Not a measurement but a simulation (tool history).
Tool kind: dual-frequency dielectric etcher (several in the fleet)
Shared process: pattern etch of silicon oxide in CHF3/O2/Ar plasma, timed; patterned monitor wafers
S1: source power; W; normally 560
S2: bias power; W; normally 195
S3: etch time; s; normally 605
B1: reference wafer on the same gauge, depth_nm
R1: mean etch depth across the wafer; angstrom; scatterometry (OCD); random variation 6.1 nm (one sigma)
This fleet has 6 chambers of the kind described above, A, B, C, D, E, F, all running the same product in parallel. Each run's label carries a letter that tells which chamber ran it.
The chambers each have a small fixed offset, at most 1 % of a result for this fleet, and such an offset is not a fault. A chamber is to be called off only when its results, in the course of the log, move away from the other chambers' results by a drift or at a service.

run,hour,S1,S2,S3,B1,R1
1D,5.1,560,195,605,1319.7,11903
2A,11.3,560,195,605,1321.4,12134
# hour 16: chamber C: source power generator calibrated
3E,18.5,560,195,605,1320.5,12082
4F,26.4,560,195,605,1320.9,12048
5C,31.4,560,195,605,1321.7,11885
6B,37.5,560,195,505.5,1320.6,10021
7D,44.8,560,195,505.5,1319.3,9974.3
8C,49.9,560,195,505.5,1317.8,9927.3
9F,56.4,560,195,505.5,1320.5,9950
10B,63.6,560,195,505.5,1320.5,9943.1
11A,68.9,560,195,505.5,1320.7,9970.8
12E,74,560,195,605,1321.1,12077
13F,79,560,195,605,1320.6,11983
14D,86.7,560,195,605,1319.7,11913
15E,94.5,560,195,605,1320.7,12030
# hour 97.9: chamber F: wet clean of the chamber
16B,98.5,560,195,605,1320.4,11994
17C,103.2,560,195,605,1321.5,11890
18A,106.7,560,195,605,1321.3,12061
# hour 114: chamber B: wet clean of the chamber
19F,114.4,560,195,605,1319.2,11996
20C,122,560,195,605,1320.8,11859
21B,129.2,670,195,684,1318.9,14405
22E,136.9,670,195,684,1319.9,14495
23A,141,670,195,684,1319.4,14518
24D,144.8,670,195,684,1320.1,14492
25C,152.5,670,195,684,1319.8,14158
26E,159.4,670,195,684,1319.6,14567
27F,163.8,430,239,605,1317.7,11712
28D,170.4,430,239,605,1320.4,11550
29A,175.8,430,239,605,1318.6,11575
30B,180.8,430,239,605,1319.7,11626
# hour 186.2: chamber B: source power generator calibrated
31F,188.3,430,239,605,1318.8,11687
32A,196.2,430,239,605,1318.5,11650
33D,202.4,560,195,680.5,1320.7,13431
34E,207.6,560,195,680.5,1321.9,13454
35C,214.1,560,195,680.5,1320.4,12925
36B,217.6,560,195,680.5,1320.7,13444
37E,224.6,560,195,680.5,1317.7,13548
38D,228.9,560,195,680.5,1322,13445
39A,235.5,560,195,605,1320.2,12088
40F,242.7,480,195,520,1318.8,9810.9
41C,250.1,480,195,520,1319.3,9371.4

All 6 chambers run these settings next. Forecast each chamber's results:
42A,255.7,560,195,605,,?
42B,255.7,560,195,605,,?
42C,255.7,560,195,605,,?
42D,255.7,560,195,605,,?
42E,255.7,560,195,605,,?
42F,255.7,560,195,605,,?

run,R1
42A,12177
42B,11986
42C,11545
42D,11920
42E,12082
42F,11977
